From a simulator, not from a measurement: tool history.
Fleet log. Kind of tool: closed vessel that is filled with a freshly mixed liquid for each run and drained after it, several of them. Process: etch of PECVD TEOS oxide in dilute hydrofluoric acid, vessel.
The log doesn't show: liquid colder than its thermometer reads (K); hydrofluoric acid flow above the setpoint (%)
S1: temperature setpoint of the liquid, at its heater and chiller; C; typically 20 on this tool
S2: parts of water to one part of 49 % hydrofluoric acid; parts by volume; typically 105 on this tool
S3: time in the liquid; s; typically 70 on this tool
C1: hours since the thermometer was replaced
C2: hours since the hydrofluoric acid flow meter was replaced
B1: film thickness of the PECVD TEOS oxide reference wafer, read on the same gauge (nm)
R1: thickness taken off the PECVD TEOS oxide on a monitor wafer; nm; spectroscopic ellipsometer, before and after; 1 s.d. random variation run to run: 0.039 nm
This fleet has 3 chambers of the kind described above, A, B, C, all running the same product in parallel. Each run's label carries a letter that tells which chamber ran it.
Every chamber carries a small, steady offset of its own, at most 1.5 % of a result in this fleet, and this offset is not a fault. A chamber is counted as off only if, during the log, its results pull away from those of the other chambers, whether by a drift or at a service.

run   hour    S1   S2   S3      C1      C2      B1      R1
 1B    4.7    20  105   70   992.6  1066.3  139.99  7.8387
 2C    8.1    20  105   70   442.2  1785.8  139.97  7.7258
 3A   12.5    20  105   70  1207.2   502.2  140.01   7.627
 4A   15.7    20  105   70  1210.4   505.4     140  7.6568
 5B   21.6    20  105   70  1009.5  1083.2  139.99  7.7177
 6C   26.6  22.5  155   70   460.7  1804.3  139.99  5.4127
 7B   29.4  22.5  155   70  1017.3    1091  139.99  5.4496
 8C     33  22.5  155   70   467.1  1810.7     140  5.3853
 9A   36.7    20  105   70  1231.4   526.4  139.99  7.6052
10C   39.8    20  105   70   473.9  1817.5  139.97  7.6909
11A   44.4    20  105   70  1239.1   534.1  139.99  7.7032
12B   49.4    20  105   70  1037.3    1111  140.01  7.8095
13A   53.7    20  105   70  1248.4   543.4  140.01  7.6961
14B   57.1    20   85   90    1045  1118.7  140.01  12.612
15C   60.8    20   85   90   494.9  1838.5  140.02  12.394
16B   63.6    20   85   90  1051.5  1125.2  139.99   12.68
17A   68.7    20   70  100  1263.4   558.4  139.97      17
18C   74.1    20   70  100   508.2  1851.8  140.02  17.375
19B   76.8    20   70  100  1064.7  1138.4     140  17.305
20A   81.9    20  105   70  1276.6   571.6  140.01  7.6193
21C   85.6    20  105  105   519.7  1863.3  140.01  11.577
22C   90.6    20  105  105   524.7  1868.3  140.01  11.378
23B   96.5    20  105  105  1084.4  1158.1     140  11.561
24A  101.3    20  155  110    1296     591  139.98  7.6246
25A  106.2    20  155  110  1300.9   595.9     140   7.696
26C  111.4    20  155  110   545.5  1889.1  140.01  7.7617
27B  115.7    20  105   70  1103.6  1177.3  140.02  7.7153
28A  120.3    20  105   70    1315     610     140  7.6312
29C  125.5    20  105   70   559.6  1903.2     140  7.6889
30B  130.9    20   65  100  1118.8  1192.5  140.01  19.024

Next, all 3 chambers run the settings below, one line each with question marks for the results. What does each chamber give?
31A  135.4  20  105  70               ?
31B  135.4  20  105  70               ?
31C  135.4  20  105  70               ?

run      R1
31A     7.6
31B  7.7414
31C  7.6591
